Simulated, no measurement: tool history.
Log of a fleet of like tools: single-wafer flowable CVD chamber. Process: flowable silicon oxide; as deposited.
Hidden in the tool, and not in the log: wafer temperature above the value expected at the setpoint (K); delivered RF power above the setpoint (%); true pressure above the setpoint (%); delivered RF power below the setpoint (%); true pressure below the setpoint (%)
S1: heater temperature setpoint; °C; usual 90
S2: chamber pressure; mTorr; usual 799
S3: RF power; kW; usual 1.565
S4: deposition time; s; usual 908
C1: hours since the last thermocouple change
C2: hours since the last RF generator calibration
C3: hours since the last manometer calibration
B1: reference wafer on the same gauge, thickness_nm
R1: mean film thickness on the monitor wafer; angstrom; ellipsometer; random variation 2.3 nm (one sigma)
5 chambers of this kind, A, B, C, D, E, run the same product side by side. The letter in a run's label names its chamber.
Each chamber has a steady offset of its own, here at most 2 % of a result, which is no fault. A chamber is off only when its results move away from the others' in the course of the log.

run 1A hour=4.5 | S1=90 S2=799 S3=1.565 S4=908 | C1=1844 C2=1169.6 C3=1268.6 | B1=653.08 | R1=7220.4
run 2E hour=9.8 | S1=90 S2=799 S3=1.565 S4=908 | C1=306.3 C2=1063.3 C3=1945.9 | B1=652.11 | R1=7280.1
run 3C hour=15.2 | S1=90 S2=799 S3=1.565 S4=908 | C1=1400.9 C2=438.7 C3=297.9 | B1=653.21 | R1=7301.9
run 4B hour=22.4 | S1=90 S2=799 S3=1.565 S4=908 | C1=1701.5 C2=1049.8 C3=938.2 | B1=653.33 | R1=7341.1
run 5D hour=28 | S1=90 S2=799 S3=1.565 S4=908 | C1=1225 C2=471.8 C3=1253.3 | B1=653.06 | R1=7237.8
run 6E hour=36.6 | S1=90 S2=799 S3=1.565 S4=908 | C1=333.1 C2=1090.1 C3=1972.7 | B1=653.06 | R1=7231.6
run 7A hour=43.4 | S1=90 S2=799 S3=1.565 S4=908 | C1=1882.9 C2=1208.5 C3=1307.5 | B1=652.62 | R1=7182.7
run 8B hour=50.7 | S1=90 S2=799 S3=1.565 S4=908 | C1=1729.8 C2=1078.1 C3=966.5 | B1=652.8 | R1=7342.1
-- hour=51.5 chamber B: thermocouple changed; heater temperature recalibrated
run 9D hour=56.2 | S1=90 S2=799 S3=1.565 S4=908 | C1=1253.2 C2=500 C3=1281.5 | B1=652.93 | R1=7266.1
run 10C hour=63.6 | S1=90 S2=799 S3=1.565 S4=908 | C1=1449.3 C2=487.1 C3=346.3 | B1=653.26 | R1=7291
run 11B hour=70.9 | S1=90 S2=799 S3=1.565 S4=908 | C1=19.5 C2=1098.3 C3=986.7 | B1=653.04 | R1=7339.4
run 12C hour=79.2 | S1=90 S2=799 S3=1.565 S4=908 | C1=1464.9 C2=502.7 C3=361.9 | B1=652.58 | R1=7266.1
run 13D hour=87.8 | S1=90 S2=799 S3=1.565 S4=908 | C1=1284.8 C2=531.6 C3=1313.1 | B1=653.04 | R1=7250.1
run 14A hour=97.4 | S1=90 S2=799 S3=1.565 S4=908 | C1=1936.9 C2=1262.5 C3=1361.5 | B1=653.36 | R1=7162.5
run 15E hour=107 | S1=90 S2=799 S3=1.565 S4=908 | C1=403.5 C2=1160.5 C3=2043.1 | B1=652.95 | R1=7249.4
-- hour=116.2 chamber E: capacitance manometer re-zeroed and calibrated
run 16A hour=116.3 | S1=90 S2=799 S3=1.565 S4=908 | C1=1955.8 C2=1281.4 C3=1380.4 | B1=653 | R1=7159.8
run 17D hour=120.8 | S1=90 S2=799 S3=1.665 S4=908 | C1=1317.8 C2=564.6 C3=1346.1 | B1=653.48 | R1=7371.7
run 18E hour=130.4 | S1=90 S2=799 S3=1.665 S4=908 | C1=426.9 C2=1183.9 C3=14.2 | B1=652.46 | R1=7624.2
-- hour=135.5 chamber E: RF generator calibrated
run 19C hour=136.4 | S1=90 S2=799 S3=1.665 S4=908 | C1=1522.1 C2=559.9 C3=419.1 | B1=653.58 | R1=7365.9
run 20B hour=141.3 | S1=90 S2=799 S3=1.665 S4=908 | C1=89.9 C2=1168.7 C3=1057.1 | B1=653.28 | R1=7486.9
run 21B hour=146 | S1=90 S2=799 S3=1.665 S4=908 | C1=94.6 C2=1173.4 C3=1061.8 | B1=652.94 | R1=7478.5
run 22A hour=155 | S1=90 S2=799 S3=1.565 S4=908 | C1=1994.5 C2=1320.1 C3=1419.1 | B1=652.75 | R1=7188.6
-- hour=158.9 chamber D: capacitance manometer re-zeroed and calibrated
run 23E hour=162.4 | S1=90 S2=799 S3=1.565 S4=908 | C1=458.9 C2=27 C3=46.2 | B1=653.44 | R1=7514.3
run 24C hour=170.1 | S1=90 S2=799 S3=1.565 S4=908 | C1=1555.8 C2=593.6 C3=452.8 | B1=653.02 | R1=7281.9
run 25D hour=174.6 | S1=90 S2=799 S3=1.565 S4=908 | C1=1371.6 C2=618.4 C3=15.8 | B1=653.29 | R1=7250.7
run 26C hour=184.5 | S1=90 S2=799 S3=1.565 S4=908 | C1=1570.2 C2=608 C3=467.2 | B1=653.66 | R1=7273.2
-- hour=191.3 chamber B: RF generator calibrated
run 27B hour=193.9 | S1=90 S2=799 S3=1.565 S4=908 | C1=142.5 C2=2.6 C3=1109.7 | B1=652.72 | R1=7334.1
run 28D hour=202.6 | S1=90 S2=799 S3=1.565 S4=908 | C1=1399.6 C2=646.4 C3=43.8 | B1=652.98 | R1=7239.5
run 29E hour=212.1 | S1=90 S2=799 S3=1.565 S4=908 | C1=508.6 C2=76.7 C3=95.9 | B1=653.22 | R1=7536
-- hour=217.8 chamber A: thermocouple changed; heater temperature recalibrated
run 30A hour=217.9 | S1=99 S2=799 S3=1.565 S4=1045 | C1=0.2 C2=1383 C3=1482 | B1=653.25 | R1=6160.8
run 31A hour=224.6 | S1=99 S2=799 S3=1.565 S4=1045 | C1=6.9 C2=1389.7 C3=1488.7 | B1=652.63 | R1=6161.8
-- hour=231.8 chamber C: thermocouple changed; heater temperature recalibrated
-- hour=231.9 chamber A: RF generator calibrated
run 32D hour=234.3 | S1=99 S2=799 S3=1.565 S4=1045 | C1=1431.3 C2=678.1 C3=75.5 | B1=652.84 | R1=6176
run 33C hour=241.9 | S1=99 S2=799 S3=1.565 S4=1045 | C1=10.2 C2=665.4 C3=524.6 | B1=652.67 | R1=6187.9
run 34E hour=248.4 | S1=99 S2=799 S3=1.565 S4=1045 | C1=544.9 C2=113 C3=132.2 | B1=653.04 | R1=6395.8
run 35B hour=256.3 | S1=90 S2=799 S3=1.565 S4=802 | C1=204.9 C2=65 C3=1172.1 | B1=653.16 | R1=6531.5
run 36E hour=261.8 | S1=90 S2=799 S3=1.565 S4=802 | C1=558.3 C2=126.4 C3=145.6 | B1=653.06 | R1=6654.7
run 37C hour=269.1 | S1=90 S2=799 S3=1.565 S4=802 | C1=37.4 C2=692.6 C3=551.8 | B1=653.05 | R1=6392.1
run 38A hour=274.8 | S1=90 S2=799 S3=1.565 S4=802 | C1=57.1 C2=43 C3=1538.9 | B1=653.02 | R1=6351.6
run 39D hour=281.6 | S1=90 S2=799 S3=1.565 S4=802 | C1=1478.6 C2=725.4 C3=122.8 | B1=652.63 | R1=6426.6
run 40B hour=288.6 | S1=90 S2=799 S3=1.565 S4=908 | C1=237.2 C2=97.3 C3=1204.4 | B1=653.16 | R1=7296
run 41C hour=297.4 | S1=90 S2=799 S3=1.565 S4=908 | C1=65.7 C2=720.9 C3=580.1 | B1=653.1 | R1=7278.3

All 5 chambers run these settings next. Forecast each chamber's results:
run 42A hour=304.5 | S1=90 S2=733 S3=1.565 S4=908 | R1=?
run 42B hour=304.5 | S1=90 S2=733 S3=1.565 S4=908 | R1=?
run 42C hour=304.5 | S1=90 S2=733 S3=1.565 S4=908 | R1=?
run 42D hour=304.5 | S1=90 S2=733 S3=1.565 S4=908 | R1=?
run 42E hour=304.5 | S1=90 S2=733 S3=1.565 S4=908 | R1=?

run=42A R1=6388.7
run=42B R1=6564.3
run=42C R1=6469
run=42D R1=6504.9
run=42E R1=6699.2
